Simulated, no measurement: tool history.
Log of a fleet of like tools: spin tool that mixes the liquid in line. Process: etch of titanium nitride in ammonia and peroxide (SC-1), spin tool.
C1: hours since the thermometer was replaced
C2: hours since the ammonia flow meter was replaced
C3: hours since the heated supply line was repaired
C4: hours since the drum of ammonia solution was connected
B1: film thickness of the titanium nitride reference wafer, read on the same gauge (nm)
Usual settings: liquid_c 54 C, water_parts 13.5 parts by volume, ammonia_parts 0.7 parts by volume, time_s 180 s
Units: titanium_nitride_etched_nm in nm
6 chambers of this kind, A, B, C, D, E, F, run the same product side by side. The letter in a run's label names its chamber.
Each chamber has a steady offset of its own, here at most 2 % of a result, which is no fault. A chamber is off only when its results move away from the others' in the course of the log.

{"hour": 4.9, "done": "chamber B: new drum of ammonia solution connected"}
{"run": "1B", "hour": 6.4, "liquid_c": 54, "water_parts": 13.5, "ammonia_parts": 0.7, "time_s": 180, "C1": 414.8, "C2": 222.7, "C3": 501.2, "C4": 1.6, "B1": 70.035, "titanium_nitride_etched_nm": 13.103}
{"run": "2C", "hour": 14.1, "liquid_c": 54, "water_parts": 13.5, "ammonia_parts": 0.7, "time_s": 180, "C1": 2351.1, "C2": 1123.4, "C3": 921.7, "C4": 210.1, "B1": 69.97, "titanium_nitride_etched_nm": 12.945}
{"hour": 19.6, "done": "chamber D: new drum of ammonia solution connected"}
{"run": "3D", "hour": 25.2, "liquid_c": 54, "water_parts": 13.5, "ammonia_parts": 0.7, "time_s": 180, "C1": 146.7, "C2": 916.4, "C3": 2906.4, "C4": 5.7, "B1": 70.008, "titanium_nitride_etched_nm": 12.698}
{"run": "4A", "hour": 34.8, "liquid_c": 54, "water_parts": 13.5, "ammonia_parts": 0.7, "time_s": 180, "C1": 1098.4, "C2": 602.7, "C3": 519.2, "C4": 836.9, "B1": 69.967, "titanium_nitride_etched_nm": 12.792}
{"run": "5E", "hour": 40.0, "liquid_c": 54, "water_parts": 13.5, "ammonia_parts": 0.7, "time_s": 180, "C1": 42.6, "C2": 262.3, "C3": 202.7, "C4": 466.5, "B1": 69.986, "titanium_nitride_etched_nm": 12.781}
{"run": "6F", "hour": 48.0, "liquid_c": 54, "water_parts": 13.5, "ammonia_parts": 0.7, "time_s": 180, "C1": 759.1, "C2": 1495.3, "C3": 469.2, "C4": 96.3, "B1": 70.006, "titanium_nitride_etched_nm": 12.824}
{"run": "7A", "hour": 59.7, "liquid_c": 54, "water_parts": 13.5, "ammonia_parts": 0.7, "time_s": 180, "C1": 1123.3, "C2": 627.6, "C3": 544.1, "C4": 861.8, "B1": 69.97, "titanium_nitride_etched_nm": 13.018}
{"run": "8C", "hour": 70.4, "liquid_c": 54, "water_parts": 13.5, "ammonia_parts": 0.7, "time_s": 180, "C1": 2407.4, "C2": 1179.7, "C3": 978, "C4": 266.4, "B1": 69.988, "titanium_nitride_etched_nm": 13.017}
{"hour": 72.9, "done": "chamber A: new drum of ammonia solution connected"}
{"run": "9B", "hour": 77.6, "liquid_c": 54, "water_parts": 13.5, "ammonia_parts": 0.7, "time_s": 180, "C1": 486, "C2": 293.9, "C3": 572.4, "C4": 72.8, "B1": 69.971, "titanium_nitride_etched_nm": 13.09}
{"run": "10D", "hour": 87.8, "liquid_c": 54, "water_parts": 13.5, "ammonia_parts": 0.85, "time_s": 180, "C1": 209.3, "C2": 979, "C3": 2969, "C4": 68.3, "B1": 70.016, "titanium_nitride_etched_nm": 13.289}
{"run": "11F", "hour": 93.4, "liquid_c": 54, "water_parts": 13.5, "ammonia_parts": 0.85, "time_s": 180, "C1": 804.5, "C2": 1540.7, "C3": 514.6, "C4": 141.7, "B1": 70.014, "titanium_nitride_etched_nm": 13.292}
{"run": "12E", "hour": 103.7, "liquid_c": 54, "water_parts": 13.5, "ammonia_parts": 0.85, "time_s": 180, "C1": 106.3, "C2": 326, "C3": 266.4, "C4": 530.2, "B1": 70.04, "titanium_nitride_etched_nm": 13.376}
{"run": "13F", "hour": 108.9, "liquid_c": 54, "water_parts": 13.5, "ammonia_parts": 0.85, "time_s": 180, "C1": 820, "C2": 1556.2, "C3": 530.1, "C4": 157.2, "B1": 70.021, "titanium_nitride_etched_nm": 13.391}
{"hour": 111.4, "done": "chamber C: new drum of ammonia solution connected"}
{"run": "14D", "hour": 117.7, "liquid_c": 54, "water_parts": 13.5, "ammonia_parts": 0.85, "time_s": 180, "C1": 239.2, "C2": 1008.9, "C3": 2998.9, "C4": 98.2, "B1": 69.986, "titanium_nitride_etched_nm": 13.311}
{"run": "15A", "hour": 127.7, "liquid_c": 54, "water_parts": 13.5, "ammonia_parts": 0.85, "time_s": 180, "C1": 1191.3, "C2": 695.6, "C3": 612.1, "C4": 54.9, "B1": 70.025, "titanium_nitride_etched_nm": 13.4}
{"run": "16C", "hour": 138.6, "liquid_c": 54, "water_parts": 13.5, "ammonia_parts": 0.7, "time_s": 180, "C1": 2475.6, "C2": 1247.9, "C3": 1046.2, "C4": 27.2, "B1": 69.997, "titanium_nitride_etched_nm": 12.844}
{"run": "17E", "hour": 148.3, "liquid_c": 47.5, "water_parts": 16, "ammonia_parts": 0.7, "time_s": 180, "C1": 150.9, "C2": 370.6, "C3": 311, "C4": 574.8, "B1": 70.004, "titanium_nitride_etched_nm": 7.4494}
{"run": "18B", "hour": 157.9, "liquid_c": 47.5, "water_parts": 16, "ammonia_parts": 0.7, "time_s": 180, "C1": 566.3, "C2": 374.2, "C3": 652.7, "C4": 153.1, "B1": 69.975, "titanium_nitride_etched_nm": 7.622}
{"run": "19D", "hour": 164.1, "liquid_c": 47.5, "water_parts": 16, "ammonia_parts": 0.7, "time_s": 180, "C1": 285.6, "C2": 1055.3, "C3": 3045.3, "C4": 144.6, "B1": 70.011, "titanium_nitride_etched_nm": 7.3844}
{"run": "20A", "hour": 174.2, "liquid_c": 47.5, "water_parts": 16, "ammonia_parts": 0.7, "time_s": 180, "C1": 1237.8, "C2": 742.1, "C3": 658.6, "C4": 101.4, "B1": 69.99, "titanium_nitride_etched_nm": 7.3347}
{"run": "21F", "hour": 182.7, "liquid_c": 47.5, "water_parts": 16, "ammonia_parts": 0.7, "time_s": 180, "C1": 893.8, "C2": 1630, "C3": 603.9, "C4": 231, "B1": 69.975, "titanium_nitride_etched_nm": 7.516}
{"run": "22B", "hour": 188.2, "liquid_c": 47.5, "water_parts": 16, "ammonia_parts": 0.7, "time_s": 180, "C1": 596.6, "C2": 404.5, "C3": 683, "C4": 183.4, "B1": 69.952, "titanium_nitride_etched_nm": 7.7401}
{"run": "23C", "hour": 196.8, "liquid_c": 54, "water_parts": 13.5, "ammonia_parts": 0.7, "time_s": 180, "C1": 2533.8, "C2": 1306.1, "C3": 1104.4, "C4": 85.4, "B1": 69.976, "titanium_nitride_etched_nm": 12.803}
{"run": "24E", "hour": 208.5, "liquid_c": 54, "water_parts": 13.5, "ammonia_parts": 0.7, "time_s": 180, "C1": 211.1, "C2": 430.8, "C3": 371.2, "C4": 635, "B1": 70.036, "titanium_nitride_etched_nm": 12.762}
{"run": "25A", "hour": 216.1, "liquid_c": 54, "water_parts": 16.5, "ammonia_parts": 0.7, "time_s": 140, "C1": 1279.7, "C2": 784, "C3": 700.5, "C4": 143.3, "B1": 70.022, "titanium_nitride_etched_nm": 8.9883}
{"run": "26C", "hour": 226.0, "liquid_c": 54, "water_parts": 16.5, "ammonia_parts": 0.7, "time_s": 140, "C1": 2563, "C2": 1335.3, "C3": 1133.6, "C4": 114.6, "B1": 70.039, "titanium_nitride_etched_nm": 8.9595}
{"run": "27B", "hour": 231.7, "liquid_c": 54, "water_parts": 16.5, "ammonia_parts": 0.7, "time_s": 140, "C1": 640.1, "C2": 448, "C3": 726.5, "C4": 226.9, "B1": 69.991, "titanium_nitride_etched_nm": 9.4235}
{"run": "28D", "hour": 242.7, "liquid_c": 54, "water_parts": 16.5, "ammonia_parts": 0.7, "time_s": 140, "C1": 364.2, "C2": 1133.9, "C3": 3123.9, "C4": 223.2, "B1": 69.994, "titanium_nitride_etched_nm": 8.8737}
{"hour": 244.6, "done": "chamber F: ammonia flow meter replaced"}
{"run": "29E", "hour": 251.0, "liquid_c": 54, "water_parts": 16.5, "ammonia_parts": 0.7, "time_s": 140, "C1": 253.6, "C2": 473.3, "C3": 413.7, "C4": 677.5, "B1": 70.039, "titanium_nitride_etched_nm": 8.9461}
{"run": "30F", "hour": 258.7, "liquid_c": 54, "water_parts": 16.5, "ammonia_parts": 0.7, "time_s": 140, "C1": 969.8, "C2": 14.2, "C3": 679.9, "C4": 307, "B1": 70.011, "titanium_nitride_etched_nm": 8.9728}
{"run": "31C", "hour": 267.1, "liquid_c": 54, "water_parts": 13.5, "ammonia_parts": 0.7, "time_s": 180, "C1": 2604.1, "C2": 1376.4, "C3": 1174.7, "C4": 155.7, "B1": 70.042, "titanium_nitride_etched_nm": 12.85}
{"run": "32E", "hour": 274.3, "liquid_c": 54, "water_parts": 13.5, "ammonia_parts": 0.7, "time_s": 180, "C1": 276.9, "C2": 496.6, "C3": 437, "C4": 700.8, "B1": 70.011, "titanium_nitride_etched_nm": 12.868}
{"run": "33B", "hour": 279.4, "liquid_c": 54, "water_parts": 13.5, "ammonia_parts": 0.7, "time_s": 180, "C1": 687.8, "C2": 495.7, "C3": 774.2, "C4": 274.6, "B1": 69.993, "titanium_nitride_etched_nm": 13.754}
{"hour": 282.4, "done": "chamber E: new drum of ammonia solution connected"}
{"run": "34D", "hour": 289.8, "liquid_c": 54, "water_parts": 13.5, "ammonia_parts": 0.7, "time_s": 180, "C1": 411.3, "C2": 1181, "C3": 3171, "C4": 270.3, "B1": 69.964, "titanium_nitride_etched_nm": 12.98}
{"run": "35A", "hour": 298.5, "liquid_c": 54, "water_parts": 13.5, "ammonia_parts": 0.7, "time_s": 180, "C1": 1362.1, "C2": 866.4, "C3": 782.9, "C4": 225.7, "B1": 70.012, "titanium_nitride_etched_nm": 12.773}
{"run": "36F", "hour": 309.3, "liquid_c": 54, "water_parts": 13.5, "ammonia_parts": 0.7, "time_s": 180, "C1": 1020.4, "C2": 64.8, "C3": 730.5, "C4": 357.6, "B1": 70.011, "titanium_nitride_etched_nm": 12.869}
{"hour": 314.0, "done": "chamber C: thermometer replaced"}
{"hour": 316.3, "done": "chamber A: thermometer replaced"}
{"run": "37D", "hour": 320.4, "liquid_c": 54, "water_parts": 13.5, "ammonia_parts": 0.7, "time_s": 180, "C1": 441.9, "C2": 1211.6, "C3": 3201.6, "C4": 300.9, "B1": 69.978, "titanium_nitride_etched_nm": 12.783}
{"run": "38F", "hour": 328.8, "liquid_c": 54, "water_parts": 13.5, "ammonia_parts": 0.7, "time_s": 180, "C1": 1039.9, "C2": 84.3, "C3": 750, "C4": 377.1, "B1": 69.978, "titanium_nitride_etched_nm": 12.754}
{"run": "39A", "hour": 339.1, "liquid_c": 57.5, "water_parts": 13.5, "ammonia_parts": 0.7, "time_s": 225, "C1": 22.8, "C2": 907, "C3": 823.5, "C4": 266.3, "B1": 70.006, "titanium_nitride_etched_nm": 20.153}
{"run": "40B", "hour": 350.3, "liquid_c": 57.5, "water_parts": 13.5, "ammonia_parts": 0.7, "time_s": 225, "C1": 758.7, "C2": 566.6, "C3": 845.1, "C4": 345.5, "B1": 70.013, "titanium_nitride_etched_nm": 21.901}
{"run": "41C", "hour": 361.0, "liquid_c": 57.5, "water_parts": 13.5, "ammonia_parts": 0.7, "time_s": 225, "C1": 47.1, "C2": 1470.3, "C3": 1268.6, "C4": 249.6, "B1": 70.001, "titanium_nitride_etched_nm": 20.42}
{"run": "42E", "hour": 369.0, "liquid_c": 57.5, "water_parts": 13.5, "ammonia_parts": 0.7, "time_s": 225, "C1": 371.6, "C2": 591.3, "C3": 531.7, "C4": 86.6, "B1": 69.989, "titanium_nitride_etched_nm": 20.335}

Is one chamber off against the others, does the gauge drift, or is nothing wrong? If a chamber is off, say which, and what the likeliest cause is.

Chamber B drifts away from the others.
Cause: liquid hotter than its thermometer reads (K) = 1.2.

Here are 4 candidates for chamber B's next run, each the usual settings with a change, their results left as question marks. Which one brings its results back in line with what the others give on the usual settings?
In line means no further than this from the other chambers' mean on the usual settings: titanium_nitride_etched_nm 0.33 nm
{"run": "43B-1", "hour": 377.4, "liquid_c": 54, "water_parts": 15, "ammonia_parts": 0.7, "time_s": 180, "titanium_nitride_etched_nm": "?"}
{"run": "43B-2", "hour": 377.4, "liquid_c": 54, "water_parts": 13.5, "ammonia_parts": 0.7, "time_s": 200, "titanium_nitride_etched_nm": "?"}
{"run": "43B-3", "hour": 377.4, "liquid_c": 52.5, "water_parts": 13.5, "ammonia_parts": 0.7, "time_s": 180, "titanium_nitride_etched_nm": "?"}
{"run": "43B-4", "hour": 377.4, "liquid_c": 54, "water_parts": 12.5, "ammonia_parts": 0.7, "time_s": 180, "titanium_nitride_etched_nm": "?"}

The other chambers' mean on the usual settings: titanium_nitride_etched_nm 12.874 nm
run=43B-1 titanium_nitride_etched_nm=13.382
run=43B-2 titanium_nitride_etched_nm=15.736
run=43B-3 titanium_nitride_etched_nm=12.793
run=43B-4 titanium_nitride_etched_nm=14.755
43B-3 brings the chamber back in line.

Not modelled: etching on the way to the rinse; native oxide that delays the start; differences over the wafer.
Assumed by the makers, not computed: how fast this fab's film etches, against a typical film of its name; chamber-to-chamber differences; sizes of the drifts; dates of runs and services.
